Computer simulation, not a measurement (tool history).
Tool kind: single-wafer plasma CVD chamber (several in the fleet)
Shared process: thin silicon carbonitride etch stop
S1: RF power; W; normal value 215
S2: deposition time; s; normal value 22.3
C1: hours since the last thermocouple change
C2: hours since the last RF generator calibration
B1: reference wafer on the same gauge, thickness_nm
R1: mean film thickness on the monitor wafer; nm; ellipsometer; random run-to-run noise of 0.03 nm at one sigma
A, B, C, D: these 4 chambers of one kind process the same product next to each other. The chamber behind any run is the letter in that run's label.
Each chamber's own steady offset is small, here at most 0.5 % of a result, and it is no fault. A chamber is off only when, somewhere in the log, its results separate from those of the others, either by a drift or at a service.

| run | hour | S1 | S2 | C1 | C2 | B1 | R1 |
|---|---|---|---|---|---|---|---|
| 1C | 2.5 | 215 | 22.3 | 21.1 | 751 | 13.902 | 12.97 |
| 2D | 7.7 | 215 | 22.3 | 540.6 | 196.3 | 13.899 | 12.973 |
| 3A | 10.4 | 215 | 22.3 | 532.7 | 1454.2 | 13.901 | 13.024 |
| 4B | 14.5 | 215 | 22.3 | 1190.8 | 660.4 | 13.906 | 13.026 |
| 5B | 17.3 | 215 | 22.3 | 1193.6 | 663.2 | 13.896 | 13.05 |
| 6D | 20.6 | 215 | 22.3 | 553.5 | 209.2 | 13.904 | 13.091 |
| 7C | 26.1 | 215 | 22.3 | 44.7 | 774.6 | 13.903 | 12.914 |
| 8A | 31.7 | 215 | 22.3 | 554 | 1475.5 | 13.895 | 13.001 |
| 9C | 34.8 | 215 | 22.3 | 53.4 | 783.3 | 13.9 | 12.896 |
| 10B | 37.8 | 215 | 22.3 | 1214.1 | 683.7 | 13.906 | 13.05 |
| 11A | 43.3 | 215 | 22.3 | 565.6 | 1487.1 | 13.893 | 13.005 |
| 12D | 48.3 | 215 | 22.3 | 581.2 | 236.9 | 13.903 | 12.998 |
| 13D | 53.9 | 215 | 22.3 | 586.8 | 242.5 | 13.897 | 13.037 |
| 14A | 58.6 | 215 | 22.3 | 580.9 | 1502.4 | 13.896 | 13.013 |
| 15B | 63.2 | 215 | 22.3 | 1239.5 | 709.1 | 13.903 | 12.994 |
| 16C | 67.5 | 215 | 22.3 | 86.1 | 816 | 13.896 | 12.98 |
| 17B | 71.4 | 215 | 22.3 | 1247.7 | 717.3 | 13.9 | 12.985 |
| 18D | 73.9 | 215 | 22.3 | 606.8 | 262.5 | 13.899 | 13.032 |
| 19A | 77.9 | 215 | 22.3 | 600.2 | 1521.7 | 13.904 | 12.995 |
| 20C | 81.4 | 215 | 22.3 | 100 | 829.9 | 13.897 | 12.967 |
| 21A | 86.4 | 215 | 22.3 | 608.7 | 1530.2 | 13.899 | 12.99 |
| 22D | 90.1 | 215 | 22.3 | 623 | 278.7 | 13.909 | 13.049 |
| 23B | 95.4 | 215 | 22.3 | 1271.7 | 741.3 | 13.904 | 12.883 |
| 24C | 98.2 | 230 | 24.7 | 116.8 | 846.7 | 13.905 | 14.627 |
| 25C | 102.3 | 230 | 24.7 | 120.9 | 850.8 | 13.897 | 14.666 |
| 26A | 108 | 230 | 24.7 | 630.3 | 1551.8 | 13.908 | 14.711 |
| 27B | 113.1 | 230 | 24.7 | 1289.4 | 759 | 13.903 | 14.625 |
| 28D | 117.9 | 215 | 22.3 | 650.8 | 306.5 | 13.894 | 13.021 |
| 29D | 122.3 | 215 | 22.3 | 655.2 | 310.9 | 13.906 | 13.002 |
|  | 127 | chamber C: RF generator calibrated |
| 30C | 127.3 | 215 | 22.3 | 145.9 | 0.3 | 13.897 | 12.991 |
| 31A | 130.7 | 215 | 22.3 | 653 | 1574.5 | 13.903 | 12.991 |
| 32B | 133.3 | 215 | 22.3 | 1309.6 | 779.2 | 13.898 | 12.854 |
| 33A | 138.6 | 215 | 22.3 | 660.9 | 1582.4 | 13.902 | 13.017 |
| 34B | 141.6 | 215 | 22.3 | 1317.9 | 787.5 | 13.897 | 12.797 |
| 35C | 147 | 215 | 22.3 | 165.6 | 20 | 13.903 | 12.972 |
| 36D | 150.8 | 215 | 22.3 | 683.7 | 339.4 | 13.906 | 13.056 |
| 37A | 155.3 | 215 | 22.3 | 677.6 | 1599.1 | 13.901 | 12.995 |
| 38D | 159.6 | 215 | 22.3 | 692.5 | 348.2 | 13.898 | 13.033 |
| 39B | 165.2 | 215 | 22.3 | 1341.5 | 811.1 | 13.911 | 12.821 |
| 40C | 168.6 | 215 | 22.3 | 187.2 | 41.6 | 13.905 | 12.968 |
| 41C | 173.4 | 215 | 22.3 | 192 | 46.4 | 13.892 | 12.947 |
| 42D | 176.1 | 215 | 22.3 | 709 | 364.7 | 13.9 | 13.013 |
| 43B | 178.8 | 215 | 22.3 | 1355.1 | 824.7 | 13.906 | 12.774 |
| 44A | 181.9 | 215 | 22.3 | 704.2 | 1625.7 | 13.903 | 12.938 |

Does one chamber stand apart from the rest, does the shared gauge drift, or is all well apart from small per-chamber offsets? Give the chamber and the most likely cause, where there is one.

Chamber B drifts away from the others.
Likeliest cause: delivered RF power below the setpoint (%) = 6.54.

Below are 4 candidate recipes for chamber B's next run, each the usual settings with a change, their results shown as question marks. Which of them brings B's results back in line with what the other chambers give on the usual settings?
In-line tolerance around the mean of the other chambers on the usual settings: R1 0.11 nm
| 45B-1 | 186 | 215 | 22.7 |  |  |  | ? |
| 45B-2 | 186 | 215 | 22.4 |  |  |  | ? |
| 45B-3 | 186 | 215 | 22.2 |  |  |  | ? |
| 45B-4 | 186 | 215 | 21.9 |  |  |  | ? |

What the other chambers average on the usual settings: R1 13.01 nm
| run | R1 |
|---|---|
| 45B-1 | 13.007 |
| 45B-2 | 12.835 |
| 45B-3 | 12.72 |
| 45B-4 | 12.548 |
With 45B-1, the chamber falls back in line with the rest.
